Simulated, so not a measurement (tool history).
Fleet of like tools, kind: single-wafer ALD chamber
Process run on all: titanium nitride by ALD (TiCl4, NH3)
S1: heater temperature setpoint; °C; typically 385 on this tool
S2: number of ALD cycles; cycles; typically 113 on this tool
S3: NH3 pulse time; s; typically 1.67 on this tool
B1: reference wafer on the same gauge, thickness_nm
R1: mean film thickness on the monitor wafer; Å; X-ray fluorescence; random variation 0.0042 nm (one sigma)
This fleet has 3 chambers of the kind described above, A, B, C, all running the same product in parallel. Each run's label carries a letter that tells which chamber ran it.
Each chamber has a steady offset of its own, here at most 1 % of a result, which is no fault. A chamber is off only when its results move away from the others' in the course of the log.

run,hour,S1,S2,S3,B1,R1
1A,7.5,385,113,1.67,2.019,24.289
2C,14.7,385,113,1.67,2.0183,24.647
3B,25.4,385,113,1.67,2.0181,24.468
4A,38.5,385,113,1.67,2.0172,24.292
5C,48.2,385,113,1.67,2.016,24.543
6B,57.6,385,113,1.67,2.0171,24.359
7C,65,385,113,1.67,2.0146,24.536
8A,71.4,385,113,1.67,2.0151,24.252
9B,82.4,373,99,1.67,2.015,20.945
10C,90.8,373,99,1.67,2.0135,21.203
11B,97.4,373,99,1.67,2.0132,20.955
12A,109.7,385,113,1.67,2.0132,24.16
13B,117,385,113,1.67,2.0118,24.278
14C,127.7,385,113,1.67,2.011,24.457
15A,134.1,385,113,1.67,2.0111,24.094
16A,146.1,385,113,1.67,2.0102,24.148
17B,157.5,385,113,1.67,2.0096,24.253
18C,167.7,385,113,1.67,2.0087,24.477
19C,177.5,385,113,1.67,2.0075,24.392
20A,184.5,385,113,1.67,2.0079,24.037
21B,194.9,385,113,1.67,2.0077,24.28
# hour 197.4: chamber C: thermocouple changed; heater temperature recalibrated
22C,205.8,385,113,1.67,2.0068,24.366

Which is it: a chamber that has drifted or been left off by a service, a gauge drift common to all chambers, or only each chamber's usual small offset? If a chamber is off, name it and its likeliest cause.

Gauge drift. The chambers move together only on paper, and none stands off.
Most likely cause: gauge reads low (%) = 0.73.

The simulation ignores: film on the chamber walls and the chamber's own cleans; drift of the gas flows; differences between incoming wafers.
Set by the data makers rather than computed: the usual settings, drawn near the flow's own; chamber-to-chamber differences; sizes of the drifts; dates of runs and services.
